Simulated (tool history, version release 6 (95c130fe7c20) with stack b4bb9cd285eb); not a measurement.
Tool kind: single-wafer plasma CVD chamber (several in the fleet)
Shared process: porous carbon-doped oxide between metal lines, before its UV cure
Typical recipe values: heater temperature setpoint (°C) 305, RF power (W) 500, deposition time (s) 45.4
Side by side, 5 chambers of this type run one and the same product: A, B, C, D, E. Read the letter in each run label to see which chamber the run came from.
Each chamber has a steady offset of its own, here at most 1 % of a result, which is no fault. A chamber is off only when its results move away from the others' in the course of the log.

| run | hour | heater temperature setpoint (°C) | RF power (W) | deposition time (s) | read-back reference wafer on the same gauge, thickness_nm | mean film thickness on the monitor wafer (angstrom) |
|---|---|---|---|---|---|---|
| 1E | 10.9 | 305 | 500 | 45.4 | 228.9 | 2377.7 |
| 2D | 21.5 | 305 | 500 | 45.4 | 229.06 | 2368 |
| 3A | 30.6 | 305 | 500 | 45.4 | 229.04 | 2364.4 |
| 4B | 42 | 305 | 500 | 45.4 | 228.95 | 2353.6 |
| 5C | 47.7 | 305 | 500 | 45.4 | 228.98 | 2384.1 |
| 6B | 54.3 | 305 | 500 | 45.4 | 228.94 | 2364.7 |
| 7A | 60.9 | 305 | 590 | 45.4 | 228.82 | 2646.5 |
| 8C | 70.1 | 305 | 590 | 45.4 | 228.95 | 2654.1 |
| 9E | 83.1 | 305 | 590 | 45.4 | 228.91 | 2653.4 |
| 10D | 94.9 | 305 | 590 | 45.4 | 229.05 | 2623.3 |
| 11C | 107.7 | 305 | 590 | 45.4 | 228.91 | 2659.3 |
| 12A | 114.8 | 305 | 500 | 45.4 | 228.98 | 2362.3 |
| 13B | 125.5 | 305 | 500 | 45.4 | 228.92 | 2349.3 |
| 14E | 137.3 | 305 | 500 | 45.4 | 228.89 | 2367.3 |
| 15D | 143.5 | 305 | 500 | 45.4 | 228.85 | 2356.9 |
| 16C | 153.4 | 305 | 500 | 45.4 | 229.07 | 2383.1 |
| 17D | 163.6 | 305 | 500 | 45.4 | 229.05 | 2362 |
| 18E | 170.4 | 318 | 570 | 45.4 | 228.89 | 2416.2 |
| 19A | 180.9 | 318 | 570 | 45.4 | 228.93 | 2414.9 |
| 20B | 192.7 | 318 | 570 | 45.4 | 228.89 | 2404.6 |
| 21D | 200.1 | 318 | 570 | 45.4 | 228.99 | 2393.8 |
| 22A | 207.6 | 318 | 570 | 45.4 | 229.12 | 2411.2 |
| 23C | 215.7 | 305 | 500 | 45.4 | 229.04 | 2380.2 |
| 24E | 222.1 | 305 | 500 | 52.2 | 228.93 | 2718 |
| 25B | 230.7 | 305 | 500 | 52.2 | 229.08 | 2706 |
| 26B | 237.3 | 305 | 500 | 52.2 | 229.03 | 2701.6 |
| 27E | 248.7 | 305 | 500 | 52.2 | 228.87 | 2717.4 |
| 28C | 256.9 | 305 | 500 | 52.2 | 229.02 | 2726 |
| 29D | 264.4 | 305 | 500 | 45.4 | 228.96 | 2362.2 |
| 30A | 270.4 | 305 | 500 | 45.4 | 229.05 | 2368.3 |
| 31B | 278.4 | 305 | 500 | 45.4 | 229.01 | 2351 |
| 32A | 284.7 | 305 | 500 | 45.4 | 229.07 | 2358.2 |

All 5 chambers run these settings next. Forecast each chamber's results:
| 33A | 294.1 | 305 | 500 | 37.6 |  | ? |
| 33B | 294.1 | 305 | 500 | 37.6 |  | ? |
| 33C | 294.1 | 305 | 500 | 37.6 |  | ? |
| 33D | 294.1 | 305 | 500 | 37.6 |  | ? |
| 33E | 294.1 | 305 | 500 | 37.6 |  | ? |

| run | mean film thickness on the monitor wafer (angstrom) |
|---|---|
| 33A | 1976.8 |
| 33B | 1961 |
| 33C | 1974.8 |
| 33D | 1970.2 |
| 33E | 1972.5 |

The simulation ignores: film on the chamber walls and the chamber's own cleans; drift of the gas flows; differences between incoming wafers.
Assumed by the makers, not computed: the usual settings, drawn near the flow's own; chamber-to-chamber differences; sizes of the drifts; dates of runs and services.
